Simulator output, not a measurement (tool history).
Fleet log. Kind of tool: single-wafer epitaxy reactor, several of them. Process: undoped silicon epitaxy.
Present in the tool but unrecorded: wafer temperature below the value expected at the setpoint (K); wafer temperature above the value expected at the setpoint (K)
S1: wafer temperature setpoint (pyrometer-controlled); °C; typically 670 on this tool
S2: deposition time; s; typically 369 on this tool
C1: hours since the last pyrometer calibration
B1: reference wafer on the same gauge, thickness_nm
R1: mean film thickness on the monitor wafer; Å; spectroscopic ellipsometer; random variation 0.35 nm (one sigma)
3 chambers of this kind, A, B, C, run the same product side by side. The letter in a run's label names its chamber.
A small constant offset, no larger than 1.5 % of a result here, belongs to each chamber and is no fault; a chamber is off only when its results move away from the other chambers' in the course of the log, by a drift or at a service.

run 1B hour=8.9 | S1=670 S2=369 | C1=1685.1 | B1=83.968 | R1=943.82
run 2C hour=16.1 | S1=670 S2=369 | C1=981.3 | B1=83.982 | R1=941.85
run 3A hour=24.6 | S1=670 S2=369 | C1=929.0 | B1=83.987 | R1=955.90
run 4C hour=33.4 | S1=670 S2=369 | C1=998.6 | B1=83.985 | R1=945.35
run 5A hour=39.0 | S1=670 S2=369 | C1=943.4 | B1=83.962 | R1=957.34
run 6B hour=44.6 | S1=670 S2=369 | C1=1720.8 | B1=84.069 | R1=949.11
run 7B hour=54.2 | S1=670 S2=369 | C1=1730.4 | B1=83.984 | R1=948.88
run 8A hour=64.5 | S1=670 S2=369 | C1=968.9 | B1=84.066 | R1=956.27
run 9C hour=71.0 | S1=670 S2=369 | C1=1036.2 | B1=84.015 | R1=957.81
run 10B hour=80.5 | S1=670 S2=369 | C1=1756.7 | B1=83.914 | R1=957.93
run 11C hour=88.0 | S1=670 S2=369 | C1=1053.2 | B1=84.046 | R1=948.81
run 12A hour=98.0 | S1=670 S2=369 | C1=1002.4 | B1=84.013 | R1=956.58
run 13C hour=105.3 | S1=670 S2=369 | C1=1070.5 | B1=84.023 | R1=954.03
-- hour=109.7 chamber B: pyrometer calibrated
run 14A hour=114.6 | S1=670 S2=369 | C1=1019.0 | B1=84.031 | R1=957.29
run 15B hour=120.0 | S1=670 S2=369 | C1=10.3 | B1=84.000 | R1=913.49
run 16B hour=126.8 | S1=670 S2=369 | C1=17.1 | B1=84.005 | R1=911.26
run 17C hour=131.7 | S1=681 S2=318 | C1=1096.9 | B1=83.963 | R1=1023.70
run 18A hour=139.7 | S1=681 S2=318 | C1=1044.1 | B1=83.940 | R1=1027.60
run 19C hour=144.7 | S1=681 S2=318 | C1=1109.9 | B1=83.901 | R1=1027.70
run 20A hour=150.5 | S1=670 S2=369 | C1=1054.9 | B1=83.962 | R1=962.13
run 21B hour=159.2 | S1=670 S2=369 | C1=49.5 | B1=84.100 | R1=910.89
run 22A hour=164.2 | S1=670 S2=369 | C1=1068.6 | B1=83.998 | R1=956.08
run 23C hour=174.0 | S1=684 S2=338 | C1=1139.2 | B1=84.038 | R1=1153.90
run 24B hour=180.4 | S1=684 S2=338 | C1=70.7 | B1=84.012 | R1=1123.20
run 25B hour=187.8 | S1=684 S2=338 | C1=78.1 | B1=84.051 | R1=1120.80

The same settings go to every chamber for the next run, one line per chamber below. Forecast the results for each:
run 26A hour=195.3 | S1=684 S2=369 | R1=?
run 26B hour=195.3 | S1=684 S2=369 | R1=?
run 26C hour=195.3 | S1=684 S2=369 | R1=?

run=26A R1=1275.00
run=26B R1=1223.90
run=26C R1=1265.80
